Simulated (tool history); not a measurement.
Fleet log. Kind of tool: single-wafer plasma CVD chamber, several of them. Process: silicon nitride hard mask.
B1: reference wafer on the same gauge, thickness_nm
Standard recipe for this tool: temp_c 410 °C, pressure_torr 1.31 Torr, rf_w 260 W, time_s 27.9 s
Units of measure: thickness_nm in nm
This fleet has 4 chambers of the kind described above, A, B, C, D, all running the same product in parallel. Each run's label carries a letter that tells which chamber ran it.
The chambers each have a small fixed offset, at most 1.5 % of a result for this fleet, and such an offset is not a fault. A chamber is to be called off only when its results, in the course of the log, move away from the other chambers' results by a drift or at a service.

run 1A hour=2.9 | temp_c=410 pressure_torr=1.31 rf_w=260 time_s=27.9 | B1=26.483 | thickness_nm=27.504
run 2C hour=5.6 | temp_c=410 pressure_torr=1.31 rf_w=260 time_s=27.9 | B1=26.500 | thickness_nm=27.593
run 3D hour=8.1 | temp_c=410 pressure_torr=1.31 rf_w=260 time_s=27.9 | B1=26.484 | thickness_nm=26.925
run 4B hour=10.2 | temp_c=410 pressure_torr=1.31 rf_w=260 time_s=27.9 | B1=26.491 | thickness_nm=27.376
run 5B hour=14.1 | temp_c=410 pressure_torr=1.31 rf_w=260 time_s=27.9 | B1=26.483 | thickness_nm=27.411
run 6A hour=17.0 | temp_c=410 pressure_torr=1.31 rf_w=260 time_s=27.9 | B1=26.475 | thickness_nm=27.424
run 7D hour=19.6 | temp_c=415 pressure_torr=1.31 rf_w=220 time_s=27.9 | B1=26.471 | thickness_nm=23.778
run 8C hour=23.9 | temp_c=415 pressure_torr=1.31 rf_w=220 time_s=27.9 | B1=26.452 | thickness_nm=24.386
run 9A hour=27.7 | temp_c=415 pressure_torr=1.31 rf_w=220 time_s=27.9 | B1=26.455 | thickness_nm=24.306
run 10C hour=30.6 | temp_c=415 pressure_torr=1.31 rf_w=220 time_s=27.9 | B1=26.452 | thickness_nm=24.267
-- hour=31.7 chamber C: capacitance manometer re-zeroed and calibrated
run 11B hour=34.3 | temp_c=410 pressure_torr=1.31 rf_w=260 time_s=27.9 | B1=26.440 | thickness_nm=27.353
run 12D hour=39.0 | temp_c=410 pressure_torr=1.31 rf_w=260 time_s=27.9 | B1=26.436 | thickness_nm=26.834
run 13B hour=42.2 | temp_c=410 pressure_torr=1.31 rf_w=260 time_s=27.9 | B1=26.432 | thickness_nm=27.336
run 14C hour=45.9 | temp_c=410 pressure_torr=1.31 rf_w=260 time_s=27.9 | B1=26.429 | thickness_nm=27.491
run 15D hour=49.9 | temp_c=425 pressure_torr=1.31 rf_w=235 time_s=27.9 | B1=26.412 | thickness_nm=24.792
run 16A hour=52.0 | temp_c=425 pressure_torr=1.31 rf_w=235 time_s=27.9 | B1=26.411 | thickness_nm=25.304
run 17A hour=55.6 | temp_c=425 pressure_torr=1.31 rf_w=235 time_s=27.9 | B1=26.420 | thickness_nm=25.289
run 18C hour=57.7 | temp_c=425 pressure_torr=1.31 rf_w=235 time_s=27.9 | B1=26.411 | thickness_nm=25.350
run 19B hour=59.7 | temp_c=410 pressure_torr=1.31 rf_w=260 time_s=27.9 | B1=26.408 | thickness_nm=27.230
run 20D hour=63.8 | temp_c=410 pressure_torr=1.31 rf_w=260 time_s=27.9 | B1=26.403 | thickness_nm=26.894
run 21D hour=67.1 | temp_c=410 pressure_torr=1.31 rf_w=260 time_s=27.9 | B1=26.398 | thickness_nm=26.862
run 22C hour=71.5 | temp_c=410 pressure_torr=1.31 rf_w=260 time_s=27.9 | B1=26.375 | thickness_nm=27.498
run 23A hour=74.6 | temp_c=410 pressure_torr=1.31 rf_w=260 time_s=27.9 | B1=26.372 | thickness_nm=27.294
run 24B hour=77.0 | temp_c=410 pressure_torr=1.31 rf_w=260 time_s=27.9 | B1=26.369 | thickness_nm=27.136
run 25A hour=80.6 | temp_c=410 pressure_torr=1.31 rf_w=260 time_s=27.9 | B1=26.370 | thickness_nm=27.366
run 26C hour=83.4 | temp_c=410 pressure_torr=1.31 rf_w=260 time_s=27.9 | B1=26.367 | thickness_nm=27.497
run 27D hour=86.8 | temp_c=410 pressure_torr=1.31 rf_w=260 time_s=27.9 | B1=26.358 | thickness_nm=26.844
run 28B hour=90.6 | temp_c=410 pressure_torr=1.31 rf_w=260 time_s=27.9 | B1=26.351 | thickness_nm=27.166
run 29A hour=94.3 | temp_c=410 pressure_torr=1.31 rf_w=260 time_s=27.9 | B1=26.354 | thickness_nm=27.358
run 30B hour=98.3 | temp_c=410 pressure_torr=1.31 rf_w=260 time_s=27.9 | B1=26.341 | thickness_nm=27.224
run 31C hour=102.6 | temp_c=410 pressure_torr=1.31 rf_w=260 time_s=27.9 | B1=26.334 | thickness_nm=27.443
run 32D hour=106.8 | temp_c=410 pressure_torr=1.31 rf_w=260 time_s=27.9 | B1=26.338 | thickness_nm=26.691
run 33A hour=108.9 | temp_c=410 pressure_torr=1.31 rf_w=260 time_s=27.9 | B1=26.319 | thickness_nm=27.259

Each of the 4 chambers runs these same settings next. Fill in every chamber's results:
run 34A hour=112.3 | temp_c=410 pressure_torr=1.31 rf_w=300 time_s=27.9 | thickness_nm=?
run 34B hour=112.3 | temp_c=410 pressure_torr=1.31 rf_w=300 time_s=27.9 | thickness_nm=?
run 34C hour=112.3 | temp_c=410 pressure_torr=1.31 rf_w=300 time_s=27.9 | thickness_nm=?
run 34D hour=112.3 | temp_c=410 pressure_torr=1.31 rf_w=300 time_s=27.9 | thickness_nm=?

run=34A thickness_nm=30.000
run=34B thickness_nm=29.982
run=34C thickness_nm=30.162
run=34D thickness_nm=29.542
